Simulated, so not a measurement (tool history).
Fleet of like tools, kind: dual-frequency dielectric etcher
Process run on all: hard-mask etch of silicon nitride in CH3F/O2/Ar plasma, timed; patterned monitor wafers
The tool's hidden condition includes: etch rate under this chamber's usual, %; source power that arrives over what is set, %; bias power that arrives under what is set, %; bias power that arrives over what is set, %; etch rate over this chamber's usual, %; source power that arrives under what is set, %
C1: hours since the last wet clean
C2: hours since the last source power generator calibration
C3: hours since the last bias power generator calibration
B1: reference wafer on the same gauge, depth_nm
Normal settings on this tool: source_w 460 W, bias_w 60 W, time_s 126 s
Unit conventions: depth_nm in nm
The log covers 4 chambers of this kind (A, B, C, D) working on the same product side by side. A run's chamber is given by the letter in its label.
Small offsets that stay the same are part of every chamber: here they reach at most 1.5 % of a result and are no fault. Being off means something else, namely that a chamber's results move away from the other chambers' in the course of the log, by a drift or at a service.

run 1C hour=5.1 | source_w=460 bias_w=60 time_s=126 | C1=15 C2=625.4 C3=981.6 | B1=90.767 | depth_nm=87.726
run 2A hour=12.7 | source_w=460 bias_w=60 time_s=126 | C1=475.7 C2=1086.5 C3=706.2 | B1=90.736 | depth_nm=89.321
run 3B hour=18.4 | source_w=460 bias_w=60 time_s=126 | C1=184 C2=3415.6 C3=1098.7 | B1=90.83 | depth_nm=87.448
run 4D hour=22.5 | source_w=460 bias_w=60 time_s=126 | C1=319.3 C2=2332.8 C3=1751.2 | B1=90.85 | depth_nm=87.24
run 5A hour=25.9 | source_w=460 bias_w=60 time_s=126 | C1=488.9 C2=1099.7 C3=719.4 | B1=90.761 | depth_nm=88.996
run 6D hour=33.1 | source_w=460 bias_w=60 time_s=126 | C1=329.9 C2=2343.4 C3=1761.8 | B1=90.843 | depth_nm=87.663
run 7C hour=40.1 | source_w=460 bias_w=60 time_s=126 | C1=50 C2=660.4 C3=1016.6 | B1=90.839 | depth_nm=87.724
run 8B hour=45.3 | source_w=460 bias_w=60 time_s=126 | C1=210.9 C2=3442.5 C3=1125.6 | B1=90.792 | depth_nm=87.094
run 9A hour=48.8 | source_w=570 bias_w=60 time_s=105 | C1=511.8 C2=1122.6 C3=742.3 | B1=90.77 | depth_nm=80.576
run 10C hour=52.1 | source_w=570 bias_w=60 time_s=105 | C1=62 C2=672.4 C3=1028.6 | B1=90.818 | depth_nm=79.755
run 11B hour=56.7 | source_w=570 bias_w=60 time_s=105 | C1=222.3 C2=3453.9 C3=1137 | B1=90.78 | depth_nm=78.608
run 12D hour=63.4 | source_w=570 bias_w=60 time_s=105 | C1=360.2 C2=2373.7 C3=1792.1 | B1=90.859 | depth_nm=79.44
run 13C hour=66.9 | source_w=460 bias_w=60 time_s=126 | C1=76.8 C2=687.2 C3=1043.4 | B1=90.749 | depth_nm=87.63
run 14B hour=72.9 | source_w=460 bias_w=60 time_s=126 | C1=238.5 C2=3470.1 C3=1153.2 | B1=90.851 | depth_nm=86.806
run 15D hour=77.6 | source_w=460 bias_w=60 time_s=126 | C1=374.4 C2=2387.9 C3=1806.3 | B1=90.791 | depth_nm=88.035
run 16A hour=82.2 | source_w=460 bias_w=60 time_s=126 | C1=545.2 C2=1156 C3=775.7 | B1=90.822 | depth_nm=88.993
-- hour=85.3 chamber A: wet clean of the chamber
run 17B hour=87.7 | source_w=460 bias_w=60 time_s=126 | C1=253.3 C2=3484.9 C3=1168 | B1=90.734 | depth_nm=87.032
run 18C hour=92.8 | source_w=380 bias_w=60 time_s=96 | C1=102.7 C2=713.1 C3=1069.3 | B1=90.834 | depth_nm=62.2
run 19D hour=99 | source_w=380 bias_w=60 time_s=96 | C1=395.8 C2=2409.3 C3=1827.7 | B1=90.832 | depth_nm=62.02
run 20A hour=105.3 | source_w=380 bias_w=60 time_s=96 | C1=20.1 C2=1179.1 C3=798.8 | B1=90.798 | depth_nm=60.971
run 21C hour=109 | source_w=380 bias_w=60 time_s=96 | C1=118.9 C2=729.3 C3=1085.5 | B1=90.824 | depth_nm=62.168
run 22D hour=114.4 | source_w=460 bias_w=60 time_s=126 | C1=411.2 C2=2424.7 C3=1843.1 | B1=90.787 | depth_nm=87.933
run 23A hour=121.2 | source_w=460 bias_w=60 time_s=126 | C1=36 C2=1195 C3=814.7 | B1=90.767 | depth_nm=86.052
run 24B hour=125.5 | source_w=460 bias_w=69 time_s=111 | C1=291.1 C2=3522.7 C3=1205.8 | B1=90.792 | depth_nm=79.973
run 25A hour=130 | source_w=460 bias_w=69 time_s=111 | C1=44.8 C2=1203.8 C3=823.5 | B1=90.737 | depth_nm=78.944
run 26D hour=134.4 | source_w=460 bias_w=69 time_s=111 | C1=431.2 C2=2444.7 C3=1863.1 | B1=90.85 | depth_nm=80.865
run 27B hour=142 | source_w=460 bias_w=69 time_s=111 | C1=307.6 C2=3539.2 C3=1222.3 | B1=90.798 | depth_nm=79.669
run 28C hour=146.7 | source_w=460 bias_w=60 time_s=126 | C1=156.6 C2=767 C3=1123.2 | B1=90.742 | depth_nm=87.803
run 29A hour=153 | source_w=460 bias_w=60 time_s=126 | C1=67.8 C2=1226.8 C3=846.5 | B1=90.813 | depth_nm=85.979
run 30D hour=158.3 | source_w=460 bias_w=60 time_s=126 | C1=455.1 C2=2468.6 C3=1887 | B1=90.794 | depth_nm=88.014
-- hour=163.3 chamber D: wet clean of the chamber
run 31C hour=163.8 | source_w=460 bias_w=60 time_s=126 | C1=173.7 C2=784.1 C3=1140.3 | B1=90.858 | depth_nm=87.849
run 32B hour=171 | source_w=460 bias_w=60 time_s=126 | C1=336.6 C2=3568.2 C3=1251.3 | B1=90.803 | depth_nm=86.726
run 33D hour=176.9 | source_w=460 bias_w=60 time_s=126 | C1=13.6 C2=2487.2 C3=1905.6 | B1=90.798 | depth_nm=87.453
run 34B hour=181 | source_w=460 bias_w=60 time_s=126 | C1=346.6 C2=3578.2 C3=1261.3 | B1=90.783 | depth_nm=86.732
run 35A hour=185.4 | source_w=460 bias_w=60 time_s=126 | C1=100.2 C2=1259.2 C3=878.9 | B1=90.858 | depth_nm=86.196

Decide between three cases: one chamber stands off from its peers, the gauge reading all wafers drifts, or nothing is wrong past each chamber's small offset. Where a chamber is off, say which and what most likely put it there.

A service left chamber A off against the others.
What lies behind it: etch rate under this chamber's usual, % = 3.23.

Which of the 4 candidates below, each the usual settings with something changed and its results left as question marks, puts chamber A back in line with what the other chambers give on the usual settings?
Allowed miss from the other chambers' usual-settings mean, per result, to count as in line: depth_nm 0.75 nm
run 36A-1 hour=191 | source_w=460 bias_w=60 time_s=121.5 | depth_nm=?
run 36A-2 hour=191 | source_w=460 bias_w=60 time_s=123.5 | depth_nm=?
run 36A-3 hour=191 | source_w=510 bias_w=60 time_s=126 | depth_nm=?
run 36A-4 hour=191 | source_w=480 bias_w=60 time_s=126 | depth_nm=?

The mean the other chambers reach with the usual settings: depth_nm 87.465 nm
run=36A-1 depth_nm=82.666
run=36A-2 depth_nm=84.027
run=36A-3 depth_nm=89.199
run=36A-4 depth_nm=87.142
36A-4 puts the chamber back in line with the other chambers.
